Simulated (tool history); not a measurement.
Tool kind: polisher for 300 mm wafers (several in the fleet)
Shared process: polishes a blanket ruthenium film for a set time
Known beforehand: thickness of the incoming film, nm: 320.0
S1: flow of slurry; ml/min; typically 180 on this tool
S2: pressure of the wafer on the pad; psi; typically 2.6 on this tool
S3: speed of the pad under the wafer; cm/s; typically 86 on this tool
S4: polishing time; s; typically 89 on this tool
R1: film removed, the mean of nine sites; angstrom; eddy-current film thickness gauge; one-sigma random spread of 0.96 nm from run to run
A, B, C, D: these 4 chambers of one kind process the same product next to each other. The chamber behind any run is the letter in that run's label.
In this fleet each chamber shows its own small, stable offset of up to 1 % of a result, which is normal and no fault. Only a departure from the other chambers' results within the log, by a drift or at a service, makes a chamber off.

run,day,S1,S2,S3,S4,R1
1D,0.129,180,2.6,86,89,1040.20
# day 0.204: chamber A: worn pad replaced by a new one
2C,0.300,180,2.6,86,89,1071.80
3B,0.488,180,2.6,86,89,1050.00
# day 0.512: chamber C: slurry nozzle cleaned
4A,0.608,180,2.6,86,89,1030.80
5A,0.729,180,2.6,86,89,1042.00
6C,0.858,140,2.6,86,89,1003.00
7B,0.975,140,2.6,86,89,999.68
8D,1.112,140,2.6,86,89,1015.50
9A,1.283,140,2.6,86,89,996.99
# day 1.425: chamber D: worn pad replaced by a new one
10C,1.454,180,2.6,86,89,1053.60
11D,1.604,180,2.6,86,89,1042.80
12B,1.771,180,2.6,86,89,1031.60
# day 1.883: chamber C: worn pad replaced by a new one
13B,1.921,180,2.6,86,89,1042.50
14A,2.012,180,2.6,86,89,1042.50
15D,2.158,180,2.6,86,89,1041.50
16C,2.346,180,2.6,86,89,1058.60
17B,2.483,180,2.6,86,89,1024.20
18D,2.625,180,2.6,86,89,1050.60
# day 2.650: chamber B: worn pad replaced by a new one
19C,2.771,180,2.3,70,89,751.55
20A,2.933,180,2.3,70,89,756.27
21B,3.029,180,2.3,70,89,751.84
22C,3.175,180,2.3,70,89,755.00
23D,3.358,180,2.6,86,89,1044.10
24A,3.471,180,2.6,86,89,1052.50
# day 3.525: chamber A: head pressure recalibrated
25A,3.625,180,2.6,86,118,1222.20
26C,3.754,180,2.6,86,118,1389.70
27D,3.850,180,2.6,86,118,1386.00
28B,4.008,180,2.6,86,118,1372.20
29A,4.142,180,2.6,86,89,918.19
30C,4.283,180,2.6,86,89,1077.20
31B,4.379,180,2.6,86,89,1039.20
# day 4.471: chamber D: slurry nozzle cleaned
32D,4.483,180,2.6,86,89,1029.50
33A,4.579,180,2.6,86,89,917.06
34D,4.767,180,2.6,86,89,1025.20
35C,4.867,180,2.6,86,89,1052.10
36B,5.054,180,2.6,86,89,1042.00
37D,5.200,180,2.6,86,89,1030.60
38B,5.392,180,2.6,86,89,1050.10
39A,5.508,180,2.6,86,89,933.26
40C,5.596,180,2.6,86,89,1065.10
# day 5.671: chamber A: worn pad replaced by a new one
41B,5.733,180,2.6,86,89,1039.90
42A,5.854,180,2.6,86,75,776.63
43C,5.967,180,2.6,86,75,904.04
44D,6.083,180,2.6,86,75,861.36

What goes on in this fleet: one chamber off, a drifting gauge, or nothing beyond the chambers' own small offsets? Name the chamber and the cause, if any.

A service on chamber A put it out of line with the rest.
Most likely cause: head's pressure below its setpoint, % = 10.8.

Chamber A could run next with any of the 4 candidate recipes listed below; each alters the usual settings, and their results appear as question marks. Which one brings its results back in line with what the other chambers deliver on the usual settings?
In-line tolerance around the mean of the other chambers on the usual settings: R1 34.00 angstrom
45A-1,6.221,180,2.6,82,84,?
45A-2,6.221,180,2.7,90,92,?
45A-3,6.221,180,2.6,70,89,?
45A-4,6.221,180,2.8,92,95,?

Average result of the remaining chambers running the usual settings: R1 1046.20 angstrom
run,R1
45A-1,836.27
45A-2,1042.50
45A-3,757.57
45A-4,1140.40
45A-2 puts the chamber back in line with the other chambers.
